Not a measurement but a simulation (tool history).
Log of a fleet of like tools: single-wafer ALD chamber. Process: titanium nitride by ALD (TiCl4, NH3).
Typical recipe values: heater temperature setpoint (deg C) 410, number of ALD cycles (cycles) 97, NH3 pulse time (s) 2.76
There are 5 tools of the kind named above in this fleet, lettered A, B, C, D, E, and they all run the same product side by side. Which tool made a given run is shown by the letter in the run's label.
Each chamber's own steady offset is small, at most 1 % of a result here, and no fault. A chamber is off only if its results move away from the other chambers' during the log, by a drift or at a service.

run,day,heater temperature setpoint (deg C),number of ALD cycles (cycles),NH3 pulse time (s),"read-back reference wafer on the same gauge, thickness_nm",mean film thickness on the monitor wafer (Å)
1C,0.192,410,97,2.76,2.5602,21.669
2A,0.517,410,97,2.76,2.5592,21.660
3E,0.838,410,97,2.76,2.5592,21.518
4D,1.104,410,97,2.76,2.5579,21.608
5B,1.300,410,97,2.76,2.5581,21.653
6D,1.629,410,97,2.76,2.5588,21.650
7B,1.975,410,97,2.76,2.5572,21.598
8E,2.217,410,97,2.76,2.5569,21.576
9A,2.646,410,97,2.76,2.5566,21.624
10C,2.871,410,97,2.76,2.5568,21.684
11E,3.225,410,97,2.76,2.5568,21.567
12A,3.642,410,97,2.76,2.5556,21.574
13C,3.938,410,97,2.76,2.5550,21.637
14B,4.221,410,97,2.76,2.5546,21.615
15D,4.592,397,97,2.76,2.5551,21.546
16B,4.854,397,97,2.76,2.5543,21.476
17E,5.117,397,97,2.76,2.5541,21.457
18D,5.325,397,97,2.76,2.5552,21.519
19A,5.662,397,97,2.76,2.5540,21.562
20C,6.025,410,97,2.76,2.5538,21.639
21B,6.400,410,97,2.76,2.5539,21.662
22A,6.683,410,97,2.76,2.5529,21.595
23D,6.958,410,97,2.76,2.5530,21.560
24E,7.296,410,97,2.76,2.5521,21.563
25C,7.571,410,97,2.76,2.5511,21.634
26C,7.792,410,97,2.76,2.5513,21.635
27E,8.133,410,87,3.70,2.5502,19.479
28D,8.425,410,87,3.70,2.5498,19.522
29B,8.662,410,87,3.70,2.5501,19.535
30A,9.042,410,87,3.70,2.5500,19.473
31B,9.433,410,87,3.70,2.5490,19.485
32E,9.642,410,97,2.76,2.5491,21.476
33D,10.054,410,97,2.76,2.5490,21.529
34A,10.450,410,97,2.76,2.5485,21.535
# day 10.721: chamber B: thermocouple changed; heater temperature recalibrated
35C,10.858,410,97,2.76,2.5477,21.564
36A,11.075,410,97,2.76,2.5473,21.584
37B,11.271,410,97,2.76,2.5470,21.574
38D,11.575,410,97,2.76,2.5464,21.583
39C,11.950,410,97,2.76,2.5470,21.570
40E,12.317,410,97,2.76,2.5469,21.428

For the next run the whole fleet of 5 chambers uses the same settings. Give each chamber's results:
41A,12.629,410,97,2.76,,?
41B,12.629,410,97,2.76,,?
41C,12.629,410,97,2.76,,?
41D,12.629,410,97,2.76,,?
41E,12.629,410,97,2.76,,?

run,mean film thickness on the monitor wafer (Å)
41A,21.536
41B,21.560
41C,21.572
41D,21.501
41E,21.470
